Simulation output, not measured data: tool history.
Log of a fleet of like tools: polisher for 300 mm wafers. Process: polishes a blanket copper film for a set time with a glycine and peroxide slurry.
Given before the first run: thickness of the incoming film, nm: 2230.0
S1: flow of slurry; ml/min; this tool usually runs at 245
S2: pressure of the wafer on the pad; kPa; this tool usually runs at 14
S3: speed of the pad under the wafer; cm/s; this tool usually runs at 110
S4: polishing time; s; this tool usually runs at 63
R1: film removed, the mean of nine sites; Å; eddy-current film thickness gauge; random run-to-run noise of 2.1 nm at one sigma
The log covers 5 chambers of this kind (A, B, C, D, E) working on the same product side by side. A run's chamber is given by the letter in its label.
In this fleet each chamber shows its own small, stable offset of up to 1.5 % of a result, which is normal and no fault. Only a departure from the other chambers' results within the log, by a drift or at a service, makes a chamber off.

Run 1D, day 0.225: usual settings. Result: R1 2562.2 Å.
Run 2C, day 0.533: usual settings. Result: R1 2592.1 Å.
Run 3B, day 0.738: usual settings. Result: R1 2565.1 Å.
Run 4A, day 0.996: usual settings. Result: R1 2556.4 Å.
Run 5E, day 1.192: usual settings. Result: R1 2573.1 Å.
Run 6E, day 1.408: usual settings. Result: R1 2555.3 Å.
At day 1.538: chamber E: worn pad replaced by a new one.
Run 7A, day 1.804: usual settings. Result: R1 2577.8 Å.
Run 8D, day 2.138: usual settings but S3 92 cm/s, S4 76 s. Result: R1 2671.4 Å.
At day 2.504: chamber A: worn pad replaced by a new one.
Run 9B, day 2.529: usual settings but S3 92 cm/s, S4 76 s. Result: R1 2695.3 Å.
Run 10C, day 2.933: usual settings but S3 92 cm/s, S4 76 s. Result: R1 2659.7 Å.
Run 11B, day 3.129: usual settings but S3 92 cm/s, S4 76 s. Result: R1 2663.2 Å.
Run 12C, day 3.371: usual settings but S3 92 cm/s, S4 76 s. Result: R1 2711.6 Å.
At day 3.521: chamber D: worn pad replaced by a new one.
Run 13A, day 3.725: usual settings. Result: R1 2549.8 Å.
At day 3.758: chamber E: slurry nozzle cleaned.
At day 4.088: chamber D: slurry nozzle cleaned.
Run 14D, day 4.092: usual settings. Result: R1 2588.4 Å.
Run 15E, day 4.321: usual settings. Result: R1 2583.7 Å.
Run 16E, day 4.717: usual settings. Result: R1 2595.5 Å.
Run 17A, day 5.042: usual settings. Result: R1 2556.1 Å.
At day 5.112: chamber C: slurry nozzle cleaned.
At day 5.375: chamber B: worn pad replaced by a new one.
Run 18B, day 5.396: usual settings but S1 195 ml/min. Result: R1 2466.0 Å.
At day 5.421: chamber E: worn pad replaced by a new one.
Run 19C, day 5.608: usual settings but S1 195 ml/min. Result: R1 2425.0 Å.
Run 20D, day 5.929: usual settings but S1 195 ml/min. Result: R1 2508.8 Å.
Run 21D, day 6.200: usual settings but S1 195 ml/min. Result: R1 2521.5 Å.
At day 6.204: chamber A: worn pad replaced by a new one.
Run 22E, day 6.429: usual settings but S1 195 ml/min. Result: R1 2520.2 Å.
Run 23C, day 6.642: usual settings. Result: R1 2510.1 Å.
Run 24B, day 6.821: usual settings. Result: R1 2536.2 Å.
Run 25A, day 7.050: usual settings. Result: R1 2603.2 Å.
At day 7.112: chamber B: head pressure recalibrated.
Run 26E, day 7.258: usual settings but S1 170 ml/min, S3 92 cm/s. Result: R1 2161.5 Å.
Run 27A, day 7.454: usual settings but S1 170 ml/min, S3 92 cm/s. Result: R1 2121.1 Å.
Run 28D, day 7.846: usual settings but S1 170 ml/min, S3 92 cm/s. Result: R1 2134.6 Å.
Run 29C, day 8.204: usual settings but S1 170 ml/min, S3 92 cm/s. Result: R1 2072.5 Å.
Run 30B, day 8.454: usual settings but S1 170 ml/min, S3 92 cm/s. Result: R1 2108.3 Å.
Run 31D, day 8.796: usual settings. Result: R1 2598.0 Å.
Run 32B, day 8.983: usual settings. Result: R1 2546.9 Å.
Run 33A, day 9.242: usual settings. Result: R1 2571.6 Å.
Run 34C, day 9.592: usual settings but S1 285 ml/min, S4 42 s. Result: R1 1672.3 Å.

Which is it: a chamber that has drifted or been left off by a service, a gauge drift common to all chambers, or only each chamber's usual small offset? If a chamber is off, name it and its likeliest cause.

It is chamber C that slowly wanders off from its peers.
Cause: removal rate lost through wear of the pad, % = 5.71.
Not necessarily distinguishable in this log from: head's pressure below its setpoint, %.

Here are 4 candidates for chamber C's next run, each the usual settings with a change, their results left as question marks. Which one brings its results back in line with what the others give on the usual settings?
Maximum distance from the other chambers' mean on the usual settings for a result to count as in line: R1 75.0 Å
Run 35C-1, day 9.888: usual settings but S3 112 cm/s, S4 64 s. Result: R1 ?.
Run 35C-2, day 9.888: usual settings but S2 14.5 kPa, S3 118 cm/s. Result: R1 ?.
Run 35C-3, day 9.888: usual settings but S1 240 ml/min, S3 98 cm/s. Result: R1 ?.
Run 35C-4, day 9.888: usual settings but S3 108 cm/s, S4 62 s. Result: R1 ?.

Usual-settings mean across the other chambers: R1 2564.0 Å
  run      R1
35C-1  2538.8
35C-2  2708.6
35C-3  2244.8
35C-4  2389.4
35C-1 puts the chamber back in line with the other chambers.
